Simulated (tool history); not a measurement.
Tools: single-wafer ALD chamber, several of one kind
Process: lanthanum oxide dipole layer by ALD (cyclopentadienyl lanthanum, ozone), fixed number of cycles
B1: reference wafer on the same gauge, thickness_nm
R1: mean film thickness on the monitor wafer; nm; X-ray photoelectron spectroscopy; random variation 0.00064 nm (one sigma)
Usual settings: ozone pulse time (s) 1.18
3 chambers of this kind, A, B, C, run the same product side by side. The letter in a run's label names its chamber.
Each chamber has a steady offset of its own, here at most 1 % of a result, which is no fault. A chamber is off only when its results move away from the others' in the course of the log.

Run 1B, hour 8.4: usual settings; B1 0.5279. Result: R1 0.51919 nm.
Run 2A, hour 15.3: usual settings; B1 0.5282. Result: R1 0.52654 nm.
Run 3C, hour 20.8: usual settings; B1 0.52831. Result: R1 0.52289 nm.
Run 4A, hour 31: usual settings; B1 0.52817. Result: R1 0.52528 nm.
At hour 31.1: chamber A: thermocouple changed; heater temperature recalibrated.
Run 5B, hour 42.5: usual settings but ozone pulse time (s) 1.64; B1 0.52844. Result: R1 0.55317 nm.
Run 6C, hour 50.7: usual settings but ozone pulse time (s) 1.64; B1 0.52857. Result: R1 0.5563 nm.
At hour 54.9: chamber A: ozone generator serviced.
Run 7C, hour 59.3: usual settings but ozone pulse time (s) 1.64; B1 0.52884. Result: R1 0.55531 nm.
Run 8B, hour 66.7: usual settings; B1 0.52868. Result: R1 0.52139 nm.
Run 9A, hour 72.1: usual settings but ozone pulse time (s) 1.41; B1 0.52873. Result: R1 0.54623 nm.
Run 10B, hour 79.7: usual settings but ozone pulse time (s) 1.41; B1 0.52889. Result: R1 0.54069 nm.
Run 11A, hour 89: usual settings but ozone pulse time (s) 1.41; B1 0.52907. Result: R1 0.54611 nm.
Run 12C, hour 98.5: usual settings; B1 0.52905. Result: R1 0.52354 nm.
Run 13C, hour 105.2: usual settings but ozone pulse time (s) 1; B1 0.52926. Result: R1 0.50034 nm.
Run 14B, hour 111.2: usual settings but ozone pulse time (s) 1; B1 0.5294. Result: R1 0.49721 nm.
Run 15A, hour 122.6: usual settings but ozone pulse time (s) 1; B1 0.52935. Result: R1 0.50323 nm.
Run 16A, hour 132.8: usual settings; B1 0.52958. Result: R1 0.5261 nm.
Run 17C, hour 138.4: usual settings but ozone pulse time (s) 1.32; B1 0.52943. Result: R1 0.53844 nm.
Run 18B, hour 149: usual settings but ozone pulse time (s) 1.32; B1 0.52956. Result: R1 0.53514 nm.
Run 19A, hour 159.3: usual settings but ozone pulse time (s) 1.32; B1 0.52978. Result: R1 0.5419 nm.
Run 20C, hour 170: usual settings; B1 0.52978. Result: R1 0.52369 nm.
Run 21B, hour 177.9: usual settings; B1 0.53004. Result: R1 0.52221 nm.
Run 22C, hour 183.4: usual settings; B1 0.52995. Result: R1 0.52516 nm.
Run 23A, hour 189: usual settings; B1 0.5302. Result: R1 0.52738 nm.
At hour 192.1: chamber C: ozone generator serviced.
Run 24B, hour 199.5: usual settings; B1 0.53017. Result: R1 0.52158 nm.
Run 25A, hour 206.4: usual settings but ozone pulse time (s) 1.61; B1 0.53046. Result: R1 0.55951 nm.
Run 26B, hour 213.1: usual settings but ozone pulse time (s) 1.61; B1 0.53046. Result: R1 0.55284 nm.
Run 27C, hour 218.2: usual settings but ozone pulse time (s) 1.61; B1 0.53034. Result: R1 0.55605 nm.
Run 28A, hour 228.9: usual settings; B1 0.53062. Result: R1 0.52738 nm.
Run 29B, hour 236.4: usual settings; B1 0.53046. Result: R1 0.52353 nm.

Is one chamber off against the others, does the gauge drift, or is nothing wrong? If a chamber is off, say which, and what the likeliest cause is.

The gauge drifts, so all chambers seem to drift together. No chamber is off.
Cause: gauge reads high (%) = 0.507.
